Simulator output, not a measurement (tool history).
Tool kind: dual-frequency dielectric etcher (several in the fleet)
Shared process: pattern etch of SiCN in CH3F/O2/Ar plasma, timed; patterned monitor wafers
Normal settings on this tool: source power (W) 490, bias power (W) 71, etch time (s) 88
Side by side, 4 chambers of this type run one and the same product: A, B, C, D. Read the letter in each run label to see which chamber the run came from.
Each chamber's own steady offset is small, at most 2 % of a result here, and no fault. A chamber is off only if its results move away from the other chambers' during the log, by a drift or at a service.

run   hour  source power (W)  bias power (W)  etch time (s)  read-back reference wafer on the same gauge, depth_nm  mean etch depth across the wafer (angstrom)
 1C   11.0               490              71             88                                                 37.144                                       350.29
 2B   23.1               490              71             88                                                 37.134                                       357.80
 3A   29.6               490              71             88                                                 37.152                                       356.81
      36.2  -- chamber D: wet clean of the chamber
 4D   41.3               490              71             88                                                 37.083                                       350.38
 5C   50.0               490              71             88                                                 37.085                                       355.89
 6A   57.0               490              71             88                                                 37.040                                       360.18
 7B   64.8               490              79             88                                                 37.103                                       372.56
 8D   71.4               490              79             88                                                 37.001                                       359.04
 9B   78.6               490              79             88                                                 37.134                                       369.66
10D   87.8               490              79             88                                                 37.078                                       360.32
11C   93.3               390              71             88                                                 37.086                                       326.44
12A  100.4               390              71             88                                                 37.107                                       324.10
13D  106.5               390              71             88                                                 37.119                                       318.58
     109.6  -- chamber B: wet clean of the chamber
14C  115.1               390              71             88                                                 37.108                                       325.83
15B  120.5               490              71             88                                                 37.100                                       356.41
16A  132.2               490              64             64                                                 37.066                                       247.18
17D  144.3               490              64             64                                                 37.101                                       244.85
18C  150.8               490              64             64                                                 37.179                                       249.32
19B  157.6               490              64             64                                                 37.074                                       246.58
20A  164.7               490              71             88                                                 37.128                                       355.77
21A  171.8               490              71             88                                                 37.079                                       354.31
22D  180.0               490              71             88                                                 37.098                                       347.68
23C  186.8               490              71             88                                                 37.078                                       359.65
24B  192.2               580              60             88                                                 37.085                                       354.68
     200.8  -- chamber A: wet clean of the chamber
25D  203.9               580              60             88                                                 37.062                                       349.34
26B  209.8               580              60             88                                                 37.063                                       362.70
27C  216.7               580              60             88                                                 37.144                                       358.14
28A  228.1               490              71             88                                                 37.092                                       354.74
     228.8  -- chamber B: source power generator calibrated
29C  236.5               490              71             88                                                 37.118                                       354.01
     241.1  -- chamber B: bias power generator calibrated
30D  244.2               490              71             88                                                 37.094                                       343.82
31B  255.6               490              71             88                                                 37.087                                       354.00
32A  266.6               490              71             75                                                 37.112                                       302.83

The same settings go to every chamber for the next run, one line per chamber below. Forecast the results for each:
33A  275.6               490              71             88                                                                                                   ?
33B  275.6               490              71             88                                                                                                   ?
33C  275.6               490              71             88                                                                                                   ?
33D  275.6               490              71             88                                                                                                   ?

run  mean etch depth across the wafer (angstrom)
33A                                       354.84
33B                                       356.94
33C                                       354.18
33D                                       349.28
